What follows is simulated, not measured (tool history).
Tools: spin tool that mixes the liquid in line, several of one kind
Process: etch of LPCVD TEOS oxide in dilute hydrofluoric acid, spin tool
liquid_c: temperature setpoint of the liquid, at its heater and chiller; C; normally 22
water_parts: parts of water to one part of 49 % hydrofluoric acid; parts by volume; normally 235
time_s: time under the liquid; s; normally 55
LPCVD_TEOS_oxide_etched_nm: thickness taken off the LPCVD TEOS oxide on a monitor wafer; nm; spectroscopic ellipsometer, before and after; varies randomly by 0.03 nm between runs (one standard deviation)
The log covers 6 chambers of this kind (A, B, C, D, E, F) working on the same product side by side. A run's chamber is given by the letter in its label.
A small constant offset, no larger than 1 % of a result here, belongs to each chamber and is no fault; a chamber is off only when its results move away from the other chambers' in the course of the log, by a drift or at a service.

run   hour  liquid_c  water_parts  time_s  read-back film thickness of the LPCVD TEOS oxide reference wafer, read on the same gauge (nm)  LPCVD_TEOS_oxide_etched_nm
 1A    3.9        22          235      55                                                                                         149.99                      4.3455
 2B    9.2        22          235      55                                                                                         149.98                         4.4
 3E   13.6        22          235      55                                                                                         150.01                      4.3312
 4D   19.6        22          235      55                                                                                         150.02                      4.3926
 5C   23.1        22          235      55                                                                                         149.99                      4.3992
 6F   27.3        22          235      55                                                                                         149.98                      4.4752
 7A   31.4        22          235      55                                                                                         149.99                      4.4479
 8C   34.9        22          235      55                                                                                         150.01                       4.406
 9D   38.4        22          235      55                                                                                         150.03                       4.366
10F     44        22          235      55                                                                                         149.99                      4.4337
11E   50.1        22          235      55                                                                                         149.99                      4.3836
12B   55.7        22          235      55                                                                                         149.99                      4.3879
13D   61.9        22          235      55                                                                                         149.99                      4.4543
14C   65.4        22          235      55                                                                                         150.03                      4.3914
15A   69.7        22          235      55                                                                                         149.99                      4.4033
16E   75.8        22          235      55                                                                                         150.01                      4.4171
17F   82.6        22          235      55                                                                                         149.97                      4.3879
18B   88.3        22          235      55                                                                                         149.97                      4.3416
19A   92.7        22          235      55                                                                                            150                      4.4065
20D   97.6        22          235      55                                                                                         150.02                      4.3242
21C  100.7        22          235      55                                                                                         150.02                      4.3865
22E  107.7        22          235      55                                                                                         150.04                      4.3155
23B  110.8        22          235      55                                                                                         150.03                      4.3645
24F  117.4        22          235      55                                                                                         149.99                       4.415
25E  123.5        22          235      55                                                                                         149.96                       4.393
26D  127.4        22          235      55                                                                                         150.04                      4.2302
27B  130.8        22          235      55                                                                                            150                      4.3422
28F  133.9        22          235      55                                                                                         150.01                      4.4925
29C  140.7        22          235      55                                                                                         149.94                       4.379
30A    146        22          235      55                                                                                         149.96                      4.3986
31E    150        22          235      55                                                                                         149.97                      4.4283
32A  154.8        22          315      55                                                                                         150.03                      3.0029
33B  161.6        22          315      55                                                                                         150.01                      3.0132
34D  168.4        22          315      55                                                                                         149.99                      2.8603
35C  172.6        22          315      55                                                                                         150.01                      3.0343
     175.5  -- chamber B: hydrofluoric acid flow meter replaced
36F  179.3        22          315      55                                                                                         149.94                      3.0088
37A  185.5        22          315      55                                                                                         149.98                      3.0374
38F    189        22          235      55                                                                                         150.07                      4.4288
39E  192.1        20          235      55                                                                                         150.02                      4.0472
40D  195.2        20          235      55                                                                                         149.96                       3.791
41B  201.6        20          235      55                                                                                         150.04                      4.0408
42C  208.3        20          235      55                                                                                         150.02                      4.0982
43F  211.6        20          235      55                                                                                         149.99                      4.1699

Read the log: is a single chamber off, either drifting away or since a service, is the gauge that measures every chamber drifting, or is nothing wrong beyond small per-chamber offsets? Name any odd chamber and what most likely caused it.

Chamber D drifts away from the others.
Most likely cause: hydrofluoric acid flow below the setpoint (%) = 7.08.
With only this log, it may be confused with: liquid colder than its thermometer reads (K).

Below are 4 candidate recipes for chamber D's next run, each the usual settings with a change, their results shown as question marks. Which of them brings D's results back in line with what the other chambers give on the usual settings?
A result is in line if it is within this distance of the other chambers' mean on the usual settings: LPCVD_TEOS_oxide_etched_nm 0.11 nm
44D-1  216.7        23          235      55                                                                                                                          ?
44D-2  216.7        22          235      60                                                                                                                          ?
44D-3  216.7        21          235      55                                                                                                                          ?
44D-4  216.7      19.5          235      55                                                                                                                          ?

Average result of the remaining chambers running the usual settings: LPCVD_TEOS_oxide_etched_nm 4.3827 nm
  run  LPCVD_TEOS_oxide_etched_nm
44D-1                      4.1867
44D-2                      4.4057
44D-3                      3.8925
44D-4                      3.6804
The right change is 44D-2: it brings the chamber back within the allowed miss of the others.
